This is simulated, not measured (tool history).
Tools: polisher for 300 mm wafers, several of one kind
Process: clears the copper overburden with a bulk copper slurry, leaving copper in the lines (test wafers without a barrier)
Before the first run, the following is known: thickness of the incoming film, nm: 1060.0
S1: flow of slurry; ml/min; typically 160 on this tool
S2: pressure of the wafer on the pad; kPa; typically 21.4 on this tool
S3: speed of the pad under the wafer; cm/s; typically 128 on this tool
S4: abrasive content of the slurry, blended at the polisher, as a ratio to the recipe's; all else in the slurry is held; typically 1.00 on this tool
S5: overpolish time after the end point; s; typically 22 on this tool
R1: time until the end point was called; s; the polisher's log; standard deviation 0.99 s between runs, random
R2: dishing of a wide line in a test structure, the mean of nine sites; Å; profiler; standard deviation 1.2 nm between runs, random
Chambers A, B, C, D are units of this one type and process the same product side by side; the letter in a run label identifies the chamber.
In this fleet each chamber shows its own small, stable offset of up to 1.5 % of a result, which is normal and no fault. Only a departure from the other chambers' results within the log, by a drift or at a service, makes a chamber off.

run,hour,S1,S2,S3,S4,S5,R1,R2
1C,4.7,160,21.4,128,1.00,22,72.375,1160.2
2D,8.7,160,21.4,128,1.00,22,71.475,1146.5
# hour 10.5: chamber D: worn pad replaced by a new one
3A,13.1,160,21.4,128,1.00,22,72.342,1151.3
# hour 16.6: chamber B: worn pad replaced by a new one
4B,16.8,160,21.4,128,1.00,22,70.205,1137.5
5B,21.5,160,21.4,128,1.00,22,70.609,1137.7
6C,26.2,160,26.9,128,1.00,22,57.388,1279.1
7A,28.6,160,26.9,128,1.00,22,56.456,1263.0
8D,31.3,160,26.9,128,1.00,22,57.527,1268.9
9B,35.4,160,26.9,128,1.00,22,56.103,1264.6
10A,38.9,160,21.4,128,1.00,22,72.962,1139.3
11D,41.2,160,24.8,128,1.00,22,60.307,1256.3
# hour 43.2: chamber D: slurry blender recalibrated
12C,45.3,160,24.8,128,1.00,22,61.415,1242.0
13C,48.3,160,24.8,128,1.00,22,60.925,1239.8
# hour 49.9: chamber A: worn pad replaced by a new one
14A,53.1,160,24.8,128,1.00,22,62.394,1221.8
15D,55.4,160,21.4,128,0.85,22,74.917,1139.6
16B,58.9,160,21.4,128,0.85,22,72.906,1150.8
17B,62.9,160,21.4,128,0.85,22,72.342,1141.2
18C,65.8,160,21.4,128,0.85,22,75.425,1147.0
19A,69.1,160,21.4,128,1.00,22,71.156,1129.7
20D,73.6,160,21.4,128,1.00,22,72.502,1165.6
21C,78.2,160,21.4,128,1.00,22,71.935,1152.6
# hour 81.6: chamber C: worn pad replaced by a new one
22B,81.6,160,21.4,128,1.00,22,71.736,1148.6
23A,84.0,160,21.4,128,1.00,22,71.688,1114.0
24D,86.6,160,21.4,128,1.00,22,71.173,1172.8
25D,90.3,160,26.9,128,1.10,22,56.252,1287.9
26A,93.8,160,26.9,128,1.10,22,55.509,1251.3
27C,97.7,160,26.9,128,1.10,22,56.112,1310.4
# hour 97.8: chamber B: worn pad replaced by a new one
28B,100.1,160,26.9,128,1.10,22,55.417,1290.7
29C,103.2,160,21.4,128,1.00,22,73.534,1150.0
30B,106.9,160,21.4,128,1.00,22,71.741,1145.1
31D,111.7,160,21.4,128,1.00,22,71.333,1147.9
# hour 113.9: chamber D: worn pad replaced by a new one
32A,115.0,160,21.4,128,1.00,22,73.583,1136.5
33D,119.9,160,21.4,128,1.00,22,72.505,1145.0
34B,122.9,160,21.4,128,1.00,22,69.211,1142.4
# hour 125.5: chamber A: head pressure recalibrated
35C,125.8,160,21.4,128,1.00,22,70.557,1144.9
36A,129.6,160,21.4,128,1.00,22,69.536,1137.3
# hour 129.9: chamber A: worn pad replaced by a new one
37A,133.3,160,21.4,128,1.00,22,71.418,1120.3
# hour 136.8: chamber C: slurry nozzle cleaned
38B,137.3,160,21.4,128,0.80,22,76.252,1122.5
39D,140.4,160,21.4,128,0.80,22,74.612,1151.9
40C,143.9,160,21.4,128,0.80,22,75.273,1116.8
41C,146.8,160,21.4,128,0.80,22,74.619,1137.9

Read the log: is a single chamber off, either drifting away or since a service, is the gauge that measures every chamber drifting, or is nothing wrong beyond small per-chamber offsets? Name any odd chamber and what most likely caused it.

The fleet is healthy, with each chamber sitting at its usual small offset and no drift in the gauge.
